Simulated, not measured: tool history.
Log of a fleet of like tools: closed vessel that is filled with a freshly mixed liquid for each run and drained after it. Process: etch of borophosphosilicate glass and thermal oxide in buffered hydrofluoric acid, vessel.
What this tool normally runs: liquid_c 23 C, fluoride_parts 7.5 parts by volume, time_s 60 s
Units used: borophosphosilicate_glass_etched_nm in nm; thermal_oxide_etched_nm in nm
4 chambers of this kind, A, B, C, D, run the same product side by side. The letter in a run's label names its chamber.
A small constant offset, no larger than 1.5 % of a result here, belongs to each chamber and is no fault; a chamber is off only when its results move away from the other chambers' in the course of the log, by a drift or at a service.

run	hour	liquid_c	fluoride_parts	time_s	read-back film thickness of the borophosphosilicate glass reference wafer, read on the same gauge (nm)	read-back film thickness of the thermal oxide reference wafer, read on the same gauge (nm)	borophosphosilicate_glass_etched_nm	thermal_oxide_etched_nm
1D	3.6	23	7.5	60	60.002	79.997	153.39	86.279
2B	7.2	23	7.5	60	60.026	80.01	151.71	85.697
3A	12.2	23	7.5	60	59.988	79.998	154.63	85.335
4C	17.1	23	7.5	60	59.996	79.995	154.06	85.974
5D	21.4	23	7.5	60	60.021	79.976	152.49	85.19
6B	24.3	23	7.5	60	60.011	79.976	154.12	85.288
7C	29.7	23	7.5	60	59.999	80.008	153.26	86.868
8A	33.8	23	7.5	60	59.977	80.021	154.62	86.718
9B	38.2	23	7.5	60	60.006	79.98	156.59	84.545
10D	41	18.5	7.5	60	59.994	80.023	120.46	66.304
11A	47	18.5	7.5	60	60.017	80.025	120.4	67.874
12C	50.6	18.5	7.5	60	60.003	79.974	121.6	66.278
13C	54.6	18.5	7.5	60	60.041	80.018	118.04	67.307
14A	57.4	23	7.5	60	60.009	80.02	152.35	86.002
15D	62.9	23	7.5	60	60.013	80.005	151.14	85.868
16B	67.2	23	7.5	60	60.012	80.018	152.16	83.633
17D	71.4	23	7.5	60	59.993	80.012	152.65	86.234
18B	74.8	23	7.5	60	59.993	79.993	154.19	85.118
19C	79.6	23	7.5	60	60.008	80.021	152.77	86.634
20A	85.2	23	7.5	60	59.966	79.979	151.17	86.648
21A	88	23	7.5	60	60.015	80.012	152.99	85.387
22C	93.1	23	7.5	75	60.028	80.03	189.28	109.01
23D	97.4	23	7.5	75	59.965	80.03	191.37	107.24
24B	101.8	23	7.5	75	59.999	79.992	191.64	106.6
25A	106.6	23	7.5	75	59.979	80.019	191.14	106.1
26B	111.6	23	7.5	60	60.054	80.015	153.79	85.176
27C	116.1	23	7.5	60	60	79.999	155.1	86.633
28D	120.1	23	7.5	60	60.007	80.024	152.95	85.413
29D	123.9	23	7.5	60	59.957	80.03	150.89	84.928
30B	129.5	23	7.5	60	59.986	80	153.46	85.828
31C	133.1	23	7.5	60	60	80.002	153.34	86.951

One chamber off, gauge drift, or nothing amiss beyond the chambers' own small offsets? If it is a chamber, which one, and what is the likeliest cause?

The fleet is healthy, with each chamber sitting at its usual small offset and no drift in the gauge.
